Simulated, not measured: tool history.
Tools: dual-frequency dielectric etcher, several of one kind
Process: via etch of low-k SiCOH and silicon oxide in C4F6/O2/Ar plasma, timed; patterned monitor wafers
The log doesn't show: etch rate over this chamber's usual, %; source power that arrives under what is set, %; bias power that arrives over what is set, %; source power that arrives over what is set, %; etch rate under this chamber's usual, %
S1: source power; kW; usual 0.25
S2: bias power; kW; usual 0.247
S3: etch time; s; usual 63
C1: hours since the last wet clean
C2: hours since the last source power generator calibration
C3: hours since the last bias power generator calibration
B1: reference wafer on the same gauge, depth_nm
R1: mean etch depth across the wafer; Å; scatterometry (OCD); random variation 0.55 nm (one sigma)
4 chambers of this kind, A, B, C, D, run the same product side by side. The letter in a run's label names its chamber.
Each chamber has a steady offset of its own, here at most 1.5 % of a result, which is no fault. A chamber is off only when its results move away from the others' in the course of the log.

run 1D hour=10 | S1=0.25 S2=0.247 S3=63 | C1=352.8 C2=1890.9 C3=974.8 | B1=158.1 | R1=1541.9
run 2B hour=19.3 | S1=0.25 S2=0.247 S3=63 | C1=312.2 C2=1717.6 C3=1593 | B1=157.98 | R1=1512.7
run 3A hour=29.4 | S1=0.25 S2=0.247 S3=63 | C1=66.3 C2=638.3 C3=2157.4 | B1=158.06 | R1=1532.2
run 4C hour=37 | S1=0.25 S2=0.247 S3=63 | C1=289.2 C2=989.7 C3=2111.6 | B1=158.01 | R1=1499.8
run 5A hour=44.9 | S1=0.25 S2=0.247 S3=63 | C1=81.8 C2=653.8 C3=2172.9 | B1=158.07 | R1=1526.7
run 6D hour=51.7 | S1=0.25 S2=0.247 S3=63 | C1=394.5 C2=1932.6 C3=1016.5 | B1=158.02 | R1=1543.4
run 7B hour=60.5 | S1=0.25 S2=0.247 S3=63 | C1=353.4 C2=1758.8 C3=1634.2 | B1=157.98 | R1=1528.6
run 8C hour=69.9 | S1=0.25 S2=0.295 S3=71.5 | C1=322.1 C2=1022.6 C3=2144.5 | B1=157.89 | R1=1811.3
run 9D hour=80.3 | S1=0.25 S2=0.295 S3=71.5 | C1=423.1 C2=1961.2 C3=1045.1 | B1=157.89 | R1=1860.9
run 10C hour=87.4 | S1=0.25 S2=0.295 S3=71.5 | C1=339.6 C2=1040.1 C3=2162 | B1=158.03 | R1=1817.6
run 11B hour=99.2 | S1=0.25 S2=0.295 S3=71.5 | C1=392.1 C2=1797.5 C3=1672.9 | B1=157.96 | R1=1835.6
run 12A hour=109.4 | S1=0.25 S2=0.247 S3=63 | C1=146.3 C2=718.3 C3=2237.4 | B1=158.19 | R1=1531
run 13D hour=118.8 | S1=0.25 S2=0.247 S3=63 | C1=461.6 C2=1999.7 C3=1083.6 | B1=158.08 | R1=1535.3
run 14A hour=126.7 | S1=0.25 S2=0.247 S3=63 | C1=163.6 C2=735.6 C3=2254.7 | B1=157.92 | R1=1539.3
run 15C hour=136.3 | S1=0.25 S2=0.247 S3=63 | C1=388.5 C2=1089 C3=2210.9 | B1=158 | R1=1493.7
run 16B hour=141.8 | S1=0.25 S2=0.247 S3=63 | C1=434.7 C2=1840.1 C3=1715.5 | B1=158.18 | R1=1516.6
run 17B hour=150.9 | S1=0.28 S2=0.297 S3=63 | C1=443.8 C2=1849.2 C3=1724.6 | B1=157.91 | R1=1701.6
run 18A hour=156.1 | S1=0.28 S2=0.297 S3=63 | C1=193 C2=765 C3=2284.1 | B1=158.02 | R1=1703.9
run 19C hour=166 | S1=0.28 S2=0.297 S3=63 | C1=418.2 C2=1118.7 C3=2240.6 | B1=158.15 | R1=1657.6
run 20D hour=174.9 | S1=0.28 S2=0.297 S3=63 | C1=517.7 C2=2055.8 C3=1139.7 | B1=158.07 | R1=1723.2
run 21A hour=184.1 | S1=0.25 S2=0.247 S3=63 | C1=221 C2=793 C3=2312.1 | B1=157.87 | R1=1531.8
run 22C hour=194.5 | S1=0.25 S2=0.247 S3=63 | C1=446.7 C2=1147.2 C3=2269.1 | B1=157.91 | R1=1479.1
run 23B hour=202.3 | S1=0.25 S2=0.247 S3=63 | C1=495.2 C2=1900.6 C3=1776 | B1=158.09 | R1=1520
run 24D hour=210.5 | S1=0.25 S2=0.247 S3=63 | C1=553.3 C2=2091.4 C3=1175.3 | B1=157.89 | R1=1536.7
-- hour=214.6 chamber D: wet clean of the chamber
run 25B hour=222.3 | S1=0.25 S2=0.247 S3=63 | C1=515.2 C2=1920.6 C3=1796 | B1=157.97 | R1=1517.5
run 26D hour=231.2 | S1=0.25 S2=0.247 S3=63 | C1=16.7 C2=2112.1 C3=1196 | B1=158 | R1=1530.5
run 27C hour=242.9 | S1=0.25 S2=0.247 S3=63 | C1=495.1 C2=1195.6 C3=2317.5 | B1=157.98 | R1=1469.8
run 28A hour=249.9 | S1=0.25 S2=0.247 S3=63 | C1=286.8 C2=858.8 C3=2377.9 | B1=157.97 | R1=1527.3
run 29B hour=260.4 | S1=0.25 S2=0.247 S3=63 | C1=553.3 C2=1958.7 C3=1834.1 | B1=158 | R1=1524.8
run 30A hour=269.1 | S1=0.25 S2=0.247 S3=63 | C1=306 C2=878 C3=2397.1 | B1=158.03 | R1=1539.1
run 31C hour=276.8 | S1=0.25 S2=0.247 S3=63 | C1=529 C2=1229.5 C3=2351.4 | B1=158.04 | R1=1470.4
run 32D hour=288.7 | S1=0.25 S2=0.247 S3=63 | C1=74.2 C2=2169.6 C3=1253.5 | B1=157.94 | R1=1541.1

Is one chamber off against the others, does the gauge drift, or is nothing wrong? If a chamber is off, say which, and what the likeliest cause is.

Chamber C drifts away from the others.
Cause: etch rate under this chamber's usual, % = 2.93.

Here are 4 candidates for chamber C's next run, each the usual settings with a change, their results left as question marks. Which one brings its results back in line with what the others give on the usual settings?
In line means no further than this from the other chambers' mean on the usual settings: R1 19 Å
run 33C-1 hour=297.2 | S1=0.25 S2=0.25 S3=66 | R1=?
run 33C-2 hour=297.2 | S1=0.25 S2=0.247 S3=64 | R1=?
run 33C-3 hour=297.2 | S1=0.25 S2=0.245 S3=60.5 | R1=?
run 33C-4 hour=297.2 | S1=0.24 S2=0.241 S3=63 | R1=?

The other chambers' mean on the usual settings: R1 1530.2 Å
run=33C-1 R1=1538.1
run=33C-2 R1=1485.2
run=33C-3 R1=1400
run=33C-4 R1=1427.2
33C-1 brings the chamber back in line.
